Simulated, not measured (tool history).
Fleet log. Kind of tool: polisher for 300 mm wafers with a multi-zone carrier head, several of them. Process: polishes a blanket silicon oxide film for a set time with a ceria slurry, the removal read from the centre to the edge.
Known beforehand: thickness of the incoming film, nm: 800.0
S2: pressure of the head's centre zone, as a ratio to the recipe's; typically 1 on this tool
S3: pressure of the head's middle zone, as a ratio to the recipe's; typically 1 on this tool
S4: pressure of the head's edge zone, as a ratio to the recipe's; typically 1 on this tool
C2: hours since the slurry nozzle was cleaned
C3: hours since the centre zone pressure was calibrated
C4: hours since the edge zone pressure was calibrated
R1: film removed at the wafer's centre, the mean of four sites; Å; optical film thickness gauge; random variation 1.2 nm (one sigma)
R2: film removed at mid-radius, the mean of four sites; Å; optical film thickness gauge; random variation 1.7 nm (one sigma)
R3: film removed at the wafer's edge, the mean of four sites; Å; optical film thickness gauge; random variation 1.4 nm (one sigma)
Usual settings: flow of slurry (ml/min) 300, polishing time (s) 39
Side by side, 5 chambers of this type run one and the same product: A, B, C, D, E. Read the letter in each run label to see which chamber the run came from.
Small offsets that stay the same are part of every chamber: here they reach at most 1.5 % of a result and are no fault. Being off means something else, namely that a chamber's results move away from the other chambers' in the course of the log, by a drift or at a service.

-- day=0.283 chamber A: worn pad replaced by a new one
run 1E day=0.45 | flow_of_slurry_(ml/min)=300 S2=1 S3=1 S4=1 polishing_time_(s)=39 | wafers_polished_on_this_pad=970 C2=66.8 C3=153.1 C4=379.9 | R1=1362 R2=1367.7 R3=1393.1
-- day=0.925 chamber E: worn pad replaced by a new one
run 2D day=0.983 | flow_of_slurry_(ml/min)=300 S2=1 S3=1 S4=1 polishing_time_(s)=39 | wafers_polished_on_this_pad=977 C2=118.9 C3=153.4 C4=604.9 | R1=1385.8 R2=1402.1 R3=1356.6
-- day=1.046 chamber D: worn pad replaced by a new one
run 3C day=1.475 | flow_of_slurry_(ml/min)=300 S2=1 S3=1 S4=1 polishing_time_(s)=39 | wafers_polished_on_this_pad=696 C2=582.7 C3=893.4 C4=718.5 | R1=1380.5 R2=1367.8 R3=1423
run 4B day=1.779 | flow_of_slurry_(ml/min)=300 S2=1 S3=1 S4=1 polishing_time_(s)=39 | wafers_polished_on_this_pad=513 C2=374.2 C3=625.5 C4=978.9 | R1=1361.1 R2=1371.2 R3=1379.7
-- day=1.8 chamber C: worn pad replaced by a new one
run 5A day=2.171 | flow_of_slurry_(ml/min)=375 S2=0.93 S3=1 S4=1 polishing_time_(s)=39 | wafers_polished_on_this_pad=537 C2=387 C3=433.5 C4=930.5 | R1=1301 R2=1416.6 R3=1389.9
run 6D day=2.588 | flow_of_slurry_(ml/min)=375 S2=0.93 S3=1 S4=1 polishing_time_(s)=39 | wafers_polished_on_this_pad=439 C2=157.4 C3=191.9 C4=643.4 | R1=1323 R2=1408.9 R3=1380.3
run 7B day=2.883 | flow_of_slurry_(ml/min)=375 S2=0.93 S3=1 S4=1 polishing_time_(s)=39 | wafers_polished_on_this_pad=827 C2=400.7 C3=652 C4=1005.4 | R1=1287 R2=1368.9 R3=1431.2
run 8A day=3.154 | flow_of_slurry_(ml/min)=375 S2=0.93 S3=1 S4=1 polishing_time_(s)=39 | wafers_polished_on_this_pad=817 C2=410.6 C3=457.1 C4=954.1 | R1=1320.1 R2=1399.3 R3=1396.6
-- day=3.375 chamber A: worn pad replaced by a new one
run 9C day=3.45 | flow_of_slurry_(ml/min)=375 S2=0.93 S3=1 S4=1 polishing_time_(s)=39 | wafers_polished_on_this_pad=469 C2=630.1 C3=940.8 C4=765.9 | R1=1305.5 R2=1435.2 R3=1441.4
run 10E day=3.754 | flow_of_slurry_(ml/min)=300 S2=1 S3=1 S4=1 polishing_time_(s)=39 | wafers_polished_on_this_pad=805 C2=146.1 C3=232.4 C4=459.2 | R1=1366.5 R2=1388.9 R3=1383
run 11A day=4.267 | flow_of_slurry_(ml/min)=300 S2=1 S3=1 S4=1 polishing_time_(s)=39 | wafers_polished_on_this_pad=253 C2=437.3 C3=483.8 C4=980.8 | R1=1388.7 R2=1379.2 R3=1373.6
run 12D day=4.642 | flow_of_slurry_(ml/min)=300 S2=1 S3=0.9 S4=1 polishing_time_(s)=39 | wafers_polished_on_this_pad=1023 C2=206.7 C3=241.2 C4=692.7 | R1=1390.2 R2=1249.2 R3=1366
-- day=4.746 chamber C: centre zone pressure recalibrated
-- day=4.875 chamber B: worn pad replaced by a new one
-- day=4.883 chamber B: slurry nozzle cleaned
run 13E day=4.925 | flow_of_slurry_(ml/min)=300 S2=1 S3=0.9 S4=1 polishing_time_(s)=39 | wafers_polished_on_this_pad=1138 C2=174.2 C3=260.5 C4=487.3 | R1=1388.3 R2=1258.8 R3=1386.8
-- day=5 chamber E: worn pad replaced by a new one
-- day=5.204 chamber C: worn pad replaced by a new one
-- day=5.412 chamber D: worn pad replaced by a new one
-- day=5.425 chamber E: edge zone pressure recalibrated
run 14B day=5.471 | flow_of_slurry_(ml/min)=300 S2=1 S3=0.9 S4=1 polishing_time_(s)=39 | wafers_polished_on_this_pad=170 C2=14.1 C3=714.1 C4=1067.5 | R1=1361.8 R2=1249.8 R3=1366
run 15C day=5.846 | flow_of_slurry_(ml/min)=300 S2=1 S3=0.9 S4=1 polishing_time_(s)=39 | wafers_polished_on_this_pad=183 C2=687.6 C3=26.5 C4=823.4 | R1=1401 R2=1239.5 R3=1388.1
-- day=6.058 chamber D: edge zone pressure recalibrated
run 16C day=6.096 | flow_of_slurry_(ml/min)=300 S2=1 S3=0.9 S4=1 polishing_time_(s)=39 | wafers_polished_on_this_pad=254 C2=693.6 C3=32.5 C4=829.4 | R1=1401.7 R2=1266.9 R3=1411.3
-- day=6.467 chamber C: slurry nozzle cleaned
-- day=6.479 chamber A: worn pad replaced by a new one
run 17B day=6.612 | flow_of_slurry_(ml/min)=300 S2=1 S3=1 S4=1 polishing_time_(s)=39 | wafers_polished_on_this_pad=495 C2=41.5 C3=741.5 C4=1094.9 | R1=1376.9 R2=1370.7 R3=1384.6
run 18D day=7.088 | flow_of_slurry_(ml/min)=390 S2=0.92 S3=1 S4=1 polishing_time_(s)=39 | wafers_polished_on_this_pad=476 C2=265.4 C3=299.9 C4=24.8 | R1=1287.4 R2=1427 R3=1364.3
run 19E day=7.375 | flow_of_slurry_(ml/min)=390 S2=0.92 S3=1 S4=1 polishing_time_(s)=39 | wafers_polished_on_this_pad=676 C2=233 C3=319.3 C4=46.8 | R1=1290.9 R2=1418.1 R3=1421
run 20A day=7.621 | flow_of_slurry_(ml/min)=390 S2=0.92 S3=1 S4=1 polishing_time_(s)=39 | wafers_polished_on_this_pad=324 C2=517.8 C3=564.3 C4=1061.3 | R1=1309.1 R2=1418.9 R3=1423.7
-- day=7.738 chamber D: slurry nozzle cleaned
-- day=7.8 chamber C: worn pad replaced by a new one
run 21E day=7.867 | flow_of_slurry_(ml/min)=390 S2=0.92 S3=1 S4=1 polishing_time_(s)=39 | wafers_polished_on_this_pad=816 C2=244.8 C3=331.1 C4=58.6 | R1=1295.2 R2=1426.3 R3=1398
run 22A day=8.179 | flow_of_slurry_(ml/min)=390 S2=0.92 S3=1 S4=1 polishing_time_(s)=39 | wafers_polished_on_this_pad=483 C2=531.2 C3=577.7 C4=1074.7 | R1=1292.2 R2=1427.3 R3=1394
run 23C day=8.429 | flow_of_slurry_(ml/min)=300 S2=1 S3=1 S4=1 polishing_time_(s)=39 | wafers_polished_on_this_pad=178 C2=47.2 C3=88.5 C4=885.4 | R1=1386.1 R2=1398.8 R3=1421.8
-- day=8.817 chamber B: worn pad replaced by a new one
-- day=8.933 chamber E: worn pad replaced by a new one
run 24D day=8.938 | flow_of_slurry_(ml/min)=300 S2=1 S3=1 S4=1 polishing_time_(s)=39 | wafers_polished_on_this_pad=1002 C2=28.8 C3=344.3 C4=69.2 | R1=1385.2 R2=1338.8 R3=1365.5
run 25B day=9.208 | flow_of_slurry_(ml/min)=300 S2=1.09 S3=1 S4=1 polishing_time_(s)=44 | wafers_polished_on_this_pad=112 C2=103.8 C3=803.8 C4=1157.2 | R1=1712.1 R2=1539.9 R3=1577.8
-- day=9.25 chamber D: worn pad replaced by a new one
run 26D day=9.458 | flow_of_slurry_(ml/min)=300 S2=1.09 S3=1 S4=1 polishing_time_(s)=44 | wafers_polished_on_this_pad=59 C2=41.3 C3=356.8 C4=81.7 | R1=1755.8 R2=1564.3 R3=1513.9
-- day=9.596 chamber C: edge zone pressure recalibrated
-- day=9.646 chamber A: centre zone pressure recalibrated
-- day=9.733 chamber A: worn pad replaced by a new one
run 27E day=9.888 | flow_of_slurry_(ml/min)=300 S2=1.09 S3=1 S4=1 polishing_time_(s)=44 | wafers_polished_on_this_pad=271 C2=293.3 C3=379.6 C4=107.1 | R1=1703.2 R2=1600.2 R3=1554.4
run 28A day=10.279 | flow_of_slurry_(ml/min)=300 S2=1.09 S3=1 S4=1 polishing_time_(s)=44 | wafers_polished_on_this_pad=155 C2=581.6 C3=15.3 C4=1125.1 | R1=1729.6 R2=1560.7 R3=1525.4
-- day=10.65 chamber C: worn pad replaced by a new one
run 29C day=10.817 | flow_of_slurry_(ml/min)=300 S2=1.09 S3=1 S4=1 polishing_time_(s)=44 | wafers_polished_on_this_pad=48 C2=104.5 C3=145.8 C4=29.4 | R1=1749.8 R2=1526.4 R3=1554.7
run 30B day=11.292 | flow_of_slurry_(ml/min)=300 S2=1 S3=1 S4=1 polishing_time_(s)=39 | wafers_polished_on_this_pad=704 C2=153.8 C3=853.8 C4=1207.2 | R1=1356.8 R2=1382.1 R3=1362.1
run 31D day=11.596 | flow_of_slurry_(ml/min)=300 S2=1 S3=1 S4=1 polishing_time_(s)=39 | wafers_polished_on_this_pad=667 C2=92.6 C3=408.1 C4=133 | R1=1393.5 R2=1394 R3=1372.4
run 32E day=11.896 | flow_of_slurry_(ml/min)=300 S2=1 S3=1 S4=1 polishing_time_(s)=39 | wafers_polished_on_this_pad=842 C2=341.5 C3=427.8 C4=155.3 | R1=1377.7 R2=1351.7 R3=1397.4
-- day=12.233 chamber E: worn pad replaced by a new one
run 33B day=12.242 | flow_of_slurry_(ml/min)=200 S2=1 S3=1 S4=1 polishing_time_(s)=34 | wafers_polished_on_this_pad=974 C2=176.6 C3=876.6 C4=1230 | R1=1118.5 R2=1134.4 R3=1150.7
run 34C day=12.571 | flow_of_slurry_(ml/min)=200 S2=1 S3=1 S4=1 polishing_time_(s)=34 | wafers_polished_on_this_pad=547 C2=146.6 C3=187.9 C4=71.5 | R1=1155.5 R2=1147.6 R3=1166.6
-- day=12.925 chamber A: worn pad replaced by a new one
run 35A day=12.942 | flow_of_slurry_(ml/min)=200 S2=1 S3=1 S4=1 polishing_time_(s)=34 | wafers_polished_on_this_pad=5 C2=645.5 C3=79.2 C4=1189 | R1=1152.6 R2=1157 R3=1154.3
-- day=13.046 chamber D: worn pad replaced by a new one
-- day=13.167 chamber B: worn pad replaced by a new one
run 36D day=13.367 | flow_of_slurry_(ml/min)=200 S2=1 S3=1 S4=1 polishing_time_(s)=34 | wafers_polished_on_this_pad=91 C2=135.1 C3=450.6 C4=175.5 | R1=1148.7 R2=1132.1 R3=1143.3
-- day=13.75 chamber C: worn pad replaced by a new one
run 37E day=13.846 | flow_of_slurry_(ml/min)=200 S2=1 S3=1 S4=1 polishing_time_(s)=34 | wafers_polished_on_this_pad=459 C2=388.3 C3=474.6 C4=202.1 | R1=1128.2 R2=1174.1 R3=1159
run 38B day=14.362 | flow_of_slurry_(ml/min)=300 S2=1 S3=1 S4=1 polishing_time_(s)=39 | wafers_polished_on_this_pad=340 C2=227.5 C3=927.5 C4=1280.9 | R1=1353.6 R2=1401.2 R3=1393.6
run 39C day=14.679 | flow_of_slurry_(ml/min)=300 S2=1 S3=1 S4=1 polishing_time_(s)=39 | wafers_polished_on_this_pad=265 C2=197.2 C3=238.5 C4=122.1 | R1=1378.1 R2=1387.9 R3=1379.5
run 40A day=15.092 | flow_of_slurry_(ml/min)=200 S2=1 S3=0.91 S4=1 polishing_time_(s)=39 | wafers_polished_on_this_pad=617 C2=697.1 C3=130.8 C4=1240.6 | R1=1303.9 R2=1189.5 R3=1316.1

One chamber off, gauge drift, or nothing amiss beyond the chambers' own small offsets? If it is a chamber, which one, and what is the likeliest cause?

No chamber is off and the gauge is stable; the differences are just each chamber's small, constant offset.
